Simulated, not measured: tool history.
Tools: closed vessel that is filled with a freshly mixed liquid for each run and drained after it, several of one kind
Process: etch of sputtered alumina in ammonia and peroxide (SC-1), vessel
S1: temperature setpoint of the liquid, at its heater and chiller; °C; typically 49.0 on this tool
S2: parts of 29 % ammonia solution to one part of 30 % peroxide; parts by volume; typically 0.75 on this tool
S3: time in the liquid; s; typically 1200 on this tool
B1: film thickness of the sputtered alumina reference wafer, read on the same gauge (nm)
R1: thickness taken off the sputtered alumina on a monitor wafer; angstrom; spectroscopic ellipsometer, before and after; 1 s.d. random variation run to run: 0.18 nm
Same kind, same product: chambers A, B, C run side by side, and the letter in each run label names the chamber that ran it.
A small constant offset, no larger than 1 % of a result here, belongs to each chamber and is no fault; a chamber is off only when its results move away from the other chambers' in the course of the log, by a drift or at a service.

{"run": "1B", "hour": 4.4, "S1": 49.0, "S2": 0.75, "S3": 1200, "B1": 130.01, "R1": 574.6}
{"run": "2C", "hour": 14.4, "S1": 49.0, "S2": 0.75, "S3": 1200, "B1": 130.0, "R1": 581.05}
{"run": "3A", "hour": 20.0, "S1": 49.0, "S2": 0.75, "S3": 1200, "B1": 130.0, "R1": 582.44}
{"run": "4C", "hour": 25.2, "S1": 49.0, "S2": 0.75, "S3": 1200, "B1": 129.96, "R1": 580.29}
{"run": "5A", "hour": 33.0, "S1": 49.0, "S2": 0.75, "S3": 1200, "B1": 129.97, "R1": 583.28}
{"run": "6B", "hour": 40.0, "S1": 49.0, "S2": 0.75, "S3": 1200, "B1": 129.99, "R1": 577.96}
{"run": "7C", "hour": 45.7, "S1": 49.0, "S2": 0.75, "S3": 1200, "B1": 130.01, "R1": 580.48}
{"run": "8B", "hour": 52.0, "S1": 49.0, "S2": 0.75, "S3": 1200, "B1": 129.98, "R1": 579.42}
{"run": "9A", "hour": 57.2, "S1": 49.0, "S2": 0.75, "S3": 1200, "B1": 130.01, "R1": 585.82}
{"run": "10C", "hour": 62.5, "S1": 49.0, "S2": 0.75, "S3": 1200, "B1": 129.99, "R1": 582.59}
{"run": "11B", "hour": 69.6, "S1": 49.0, "S2": 0.75, "S3": 1200, "B1": 129.99, "R1": 575.83}
{"run": "12A", "hour": 78.8, "S1": 49.0, "S2": 0.75, "S3": 1200, "B1": 130.01, "R1": 581.52}
{"run": "13C", "hour": 87.8, "S1": 49.0, "S2": 0.75, "S3": 1200, "B1": 130.0, "R1": 583.95}
{"run": "14A", "hour": 96.2, "S1": 49.0, "S2": 0.75, "S3": 1200, "B1": 129.98, "R1": 577.46}
{"run": "15B", "hour": 102.5, "S1": 49.0, "S2": 0.75, "S3": 1200, "B1": 130.01, "R1": 576.5}
{"run": "16A", "hour": 108.3, "S1": 49.0, "S2": 0.75, "S3": 1200, "B1": 129.99, "R1": 576.6}
{"run": "17C", "hour": 117.2, "S1": 49.0, "S2": 0.85, "S3": 1200, "B1": 129.98, "R1": 587.68}
{"run": "18B", "hour": 122.0, "S1": 49.0, "S2": 0.85, "S3": 1200, "B1": 130.0, "R1": 584.94}
{"run": "19A", "hour": 128.2, "S1": 49.0, "S2": 0.85, "S3": 1200, "B1": 130.01, "R1": 584.42}
{"run": "20B", "hour": 137.5, "S1": 49.0, "S2": 0.75, "S3": 1200, "B1": 129.99, "R1": 579.99}
{"run": "21C", "hour": 142.1, "S1": 49.0, "S2": 0.75, "S3": 1200, "B1": 129.98, "R1": 580.22}
{"run": "22B", "hour": 150.4, "S1": 49.0, "S2": 0.75, "S3": 1200, "B1": 130.02, "R1": 576.34}
{"run": "23C", "hour": 159.6, "S1": 49.0, "S2": 0.75, "S3": 1200, "B1": 130.02, "R1": 578.65}
{"run": "24A", "hour": 168.9, "S1": 49.0, "S2": 0.75, "S3": 1200, "B1": 129.97, "R1": 571.98}
{"run": "25A", "hour": 173.6, "S1": 49.0, "S2": 0.75, "S3": 1200, "B1": 129.97, "R1": 572.22}
{"run": "26B", "hour": 180.7, "S1": 49.0, "S2": 0.6, "S3": 1200, "B1": 130.03, "R1": 567.69}
{"hour": 181.2, "done": "chamber C: new drum of ammonia solution connected"}
{"run": "27C", "hour": 189.6, "S1": 49.0, "S2": 0.6, "S3": 1200, "B1": 129.99, "R1": 569.85}
{"run": "28B", "hour": 199.3, "S1": 49.0, "S2": 0.6, "S3": 1200, "B1": 129.99, "R1": 564.26}
{"run": "29C", "hour": 205.1, "S1": 39.5, "S2": 0.75, "S3": 695, "B1": 130.03, "R1": 195.12}
{"run": "30A", "hour": 213.9, "S1": 39.5, "S2": 0.75, "S3": 695, "B1": 130.0, "R1": 191.15}
{"run": "31C", "hour": 223.9, "S1": 39.5, "S2": 0.75, "S3": 695, "B1": 130.02, "R1": 195.23}
{"run": "32A", "hour": 231.2, "S1": 49.0, "S2": 0.75, "S3": 1200, "B1": 129.99, "R1": 566.43}
{"run": "33B", "hour": 236.3, "S1": 49.0, "S2": 0.75, "S3": 1200, "B1": 129.99, "R1": 576.56}
{"run": "34B", "hour": 244.9, "S1": 49.0, "S2": 0.75, "S3": 1200, "B1": 130.0, "R1": 577.23}
{"run": "35A", "hour": 251.7, "S1": 44.5, "S2": 0.9, "S3": 1200, "B1": 130.0, "R1": 446.67}
{"run": "36C", "hour": 259.7, "S1": 44.5, "S2": 0.9, "S3": 1200, "B1": 130.01, "R1": 458.39}
{"run": "37A", "hour": 266.9, "S1": 44.5, "S2": 0.9, "S3": 1200, "B1": 130.0, "R1": 446.71}
{"run": "38B", "hour": 276.7, "S1": 49.0, "S2": 0.75, "S3": 1200, "B1": 130.01, "R1": 574.69}
{"run": "39C", "hour": 285.2, "S1": 49.0, "S2": 0.75, "S3": 1200, "B1": 130.03, "R1": 581.53}
{"run": "40B", "hour": 293.2, "S1": 54.5, "S2": 0.75, "S3": 1200, "B1": 130.0, "R1": 784.49}
{"run": "41C", "hour": 303.0, "S1": 54.5, "S2": 0.75, "S3": 1200, "B1": 130.0, "R1": 786.14}

Next, all 3 chambers run the settings below, one line each with question marks for the results. What does each chamber give?
{"run": "42A", "hour": 310.3, "S1": 52.0, "S2": 0.75, "S3": 1200, "R1": "?"}
{"run": "42B", "hour": 310.3, "S1": 52.0, "S2": 0.75, "S3": 1200, "R1": "?"}
{"run": "42C", "hour": 310.3, "S1": 52.0, "S2": 0.75, "S3": 1200, "R1": "?"}

run=42A R1=660.17
run=42B R1=681.42
run=42C R1=682.40
